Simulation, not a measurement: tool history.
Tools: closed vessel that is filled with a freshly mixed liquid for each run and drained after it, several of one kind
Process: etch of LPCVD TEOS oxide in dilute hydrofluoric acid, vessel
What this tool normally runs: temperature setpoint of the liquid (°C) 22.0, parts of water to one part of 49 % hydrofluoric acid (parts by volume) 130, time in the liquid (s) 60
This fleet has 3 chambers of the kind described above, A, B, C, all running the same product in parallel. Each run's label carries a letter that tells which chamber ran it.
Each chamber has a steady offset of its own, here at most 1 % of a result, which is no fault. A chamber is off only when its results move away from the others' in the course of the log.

run,hour,temperature setpoint of the liquid (°C),parts of water to one part of 49 % hydrofluoric acid (parts by volume),time in the liquid (s),"read-back film thickness of the LPCVD TEOS oxide reference wafer, read on the same gauge (nm)",thickness taken off the LPCVD TEOS oxide on a monitor wafer (nm)
1B,4.4,22.0,130,60,50.041,7.9757
2A,11.7,22.0,130,60,49.968,8.0144
3C,19.7,22.0,130,60,50.005,8.0305
4A,28.1,22.0,130,60,50.032,7.9509
5C,34.9,22.0,130,60,49.998,8.0920
6B,41.3,22.0,130,60,49.969,8.0099
7C,49.5,22.0,130,60,49.997,8.0731
8A,57.3,22.0,130,60,50.024,8.1733
9B,61.9,22.0,130,60,50.005,8.0232
10C,65.9,22.0,130,60,50.012,8.1311
11A,72.8,22.0,130,60,49.982,7.9819
12B,80.8,22.0,130,60,49.987,7.9436
13C,87.2,22.0,130,60,49.991,8.0662
14A,91.4,22.0,130,60,50.029,7.9075
15B,96.9,22.0,130,60,49.983,8.0265
16A,104.7,22.0,130,60,50.010,8.0056
17C,112.2,22.0,130,60,49.997,8.0914
18B,117.5,26.5,90,60,49.985,14.4690
19B,126.2,26.5,90,60,50.019,14.2870
20A,132.1,26.5,90,60,49.967,14.2260
21C,136.1,22.0,130,60,50.036,8.0873
22C,140.2,23.5,130,30,50.039,4.3037
23A,147.8,23.5,130,30,49.988,4.1556
24B,154.2,23.5,130,30,49.977,4.2536
# hour 155.6: chamber A: hydrofluoric acid flow meter replaced
25A,160.8,22.0,130,60,50.006,7.7243
26B,166.7,22.0,165,60,50.012,6.1202
27C,172.5,22.0,165,60,50.002,6.1711
28A,181.1,22.0,165,60,50.033,5.7630
29C,185.2,22.0,130,60,50.001,8.0819
30B,192.6,22.0,130,60,50.004,7.9588
31A,199.9,22.0,130,60,50.014,7.5595
32C,205.4,22.0,130,60,49.990,8.1994
33B,212.2,22.0,130,60,50.010,8.0082
34A,216.6,22.0,130,60,49.979,7.5550
35B,222.0,22.0,130,60,50.002,7.9968
36C,228.9,22.0,130,60,50.019,8.1375
37C,236.3,22.0,130,60,50.020,8.0821
38A,242.4,22.0,130,60,49.979,7.4232

For the next run the whole fleet of 3 chambers uses the same settings. Give each chamber's results:
39A,248.9,19.0,130,60,,?
39B,248.9,19.0,130,60,,?
39C,248.9,19.0,130,60,,?

run,thickness taken off the LPCVD TEOS oxide on a monitor wafer (nm)
39A,6.5213
39B,7.0388
39C,7.1837
